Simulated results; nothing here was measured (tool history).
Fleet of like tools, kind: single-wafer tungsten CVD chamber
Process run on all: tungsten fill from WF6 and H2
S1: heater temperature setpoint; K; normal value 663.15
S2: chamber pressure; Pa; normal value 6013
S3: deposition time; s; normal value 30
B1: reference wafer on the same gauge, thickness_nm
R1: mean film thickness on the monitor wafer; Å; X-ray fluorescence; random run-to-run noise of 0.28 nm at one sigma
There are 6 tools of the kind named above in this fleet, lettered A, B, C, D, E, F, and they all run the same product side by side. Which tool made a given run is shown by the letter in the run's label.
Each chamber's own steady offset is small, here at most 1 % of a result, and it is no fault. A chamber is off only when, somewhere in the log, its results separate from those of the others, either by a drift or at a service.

run 1C hour=5.1 | S1=663.15 S2=6013 S3=30 | B1=74.747 | R1=876.05
run 2A hour=11.3 | S1=663.15 S2=6013 S3=30 | B1=74.717 | R1=871.02
run 3E hour=17.3 | S1=663.15 S2=6013 S3=30 | B1=74.666 | R1=877.08
run 4F hour=23.1 | S1=663.15 S2=6013 S3=30 | B1=74.715 | R1=869.93
run 5B hour=28.9 | S1=663.15 S2=6013 S3=30 | B1=74.716 | R1=873.63
run 6D hour=34 | S1=663.15 S2=6013 S3=30 | B1=74.717 | R1=881.15
run 7D hour=39.3 | S1=663.15 S2=6013 S3=30 | B1=74.744 | R1=876.85
run 8C hour=44.3 | S1=663.15 S2=6013 S3=30 | B1=74.726 | R1=872.3
run 9A hour=50.5 | S1=663.15 S2=6013 S3=30 | B1=74.703 | R1=867.82
run 10E hour=57 | S1=663.15 S2=6013 S3=30 | B1=74.753 | R1=879.47
run 11F hour=61.6 | S1=663.15 S2=6013 S3=30 | B1=74.654 | R1=871.05
run 12B hour=68.3 | S1=663.15 S2=6013 S3=30 | B1=74.656 | R1=873.9
run 13A hour=74 | S1=663.15 S2=6013 S3=30 | B1=74.712 | R1=867.97
run 14F hour=79.1 | S1=668.15 S2=6013 S3=30 | B1=74.659 | R1=948.61
run 15D hour=85.4 | S1=668.15 S2=6013 S3=30 | B1=74.671 | R1=959.53
run 16E hour=89 | S1=668.15 S2=6013 S3=30 | B1=74.71 | R1=963.54
run 17C hour=94.3 | S1=668.15 S2=6013 S3=30 | B1=74.742 | R1=969.35
run 18B hour=97.5 | S1=668.15 S2=6013 S3=30 | B1=74.686 | R1=957.1
run 19B hour=103 | S1=668.15 S2=6013 S3=30 | B1=74.63 | R1=959.89
run 20C hour=108 | S1=676.15 S2=7293 S3=30 | B1=74.691 | R1=1218.9
run 21D hour=113.6 | S1=676.15 S2=7293 S3=30 | B1=74.688 | R1=1207.7
run 22A hour=118.8 | S1=676.15 S2=7293 S3=30 | B1=74.699 | R1=1207
run 23F hour=125.5 | S1=676.15 S2=7293 S3=30 | B1=74.692 | R1=1205.1
run 24E hour=131.8 | S1=676.15 S2=7293 S3=30 | B1=74.741 | R1=1219.9
run 25E hour=135.8 | S1=676.15 S2=7293 S3=30 | B1=74.739 | R1=1212.8
run 26C hour=142.5 | S1=663.15 S2=6013 S3=30 | B1=74.719 | R1=875.7
run 27F hour=146.6 | S1=663.15 S2=6013 S3=30 | B1=74.672 | R1=863.85
run 28D hour=150.8 | S1=663.15 S2=6013 S3=30 | B1=74.724 | R1=873.49
run 29B hour=156.2 | S1=663.15 S2=6013 S3=30 | B1=74.718 | R1=876.29
run 30A hour=161.8 | S1=663.15 S2=6013 S3=30 | B1=74.642 | R1=864.98
run 31E hour=165.2 | S1=663.15 S2=6013 S3=30 | B1=74.78 | R1=877.13
run 32C hour=168.2 | S1=663.15 S2=6013 S3=30 | B1=74.751 | R1=877.71
run 33A hour=173.3 | S1=663.15 S2=6013 S3=30 | B1=74.693 | R1=863.74
run 34F hour=177.4 | S1=663.15 S2=6013 S3=30 | B1=74.7 | R1=866.9
run 35B hour=180.6 | S1=663.15 S2=6013 S3=30 | B1=74.713 | R1=870.2
run 36D hour=186.6 | S1=663.15 S2=6013 S3=30 | B1=74.694 | R1=875.32
run 37D hour=190.2 | S1=663.15 S2=6013 S3=30 | B1=74.775 | R1=876.88
run 38C hour=197 | S1=663.15 S2=6013 S3=30 | B1=74.729 | R1=869.3
run 39B hour=203.3 | S1=663.15 S2=6013 S3=30 | B1=74.71 | R1=875.72

Next, every chamber runs the same settings. What will each give?
run 40A hour=208.1 | S1=677.15 S2=6013 S3=30 | R1=?
run 40B hour=208.1 | S1=677.15 S2=6013 S3=30 | R1=?
run 40C hour=208.1 | S1=677.15 S2=6013 S3=30 | R1=?
run 40D hour=208.1 | S1=677.15 S2=6013 S3=30 | R1=?
run 40E hour=208.1 | S1=677.15 S2=6013 S3=30 | R1=?
run 40F hour=208.1 | S1=677.15 S2=6013 S3=30 | R1=?

run=40A R1=1118.4
run=40B R1=1131.2
run=40C R1=1143.7
run=40D R1=1131.8
run=40E R1=1131.3
run=40F R1=1118.4
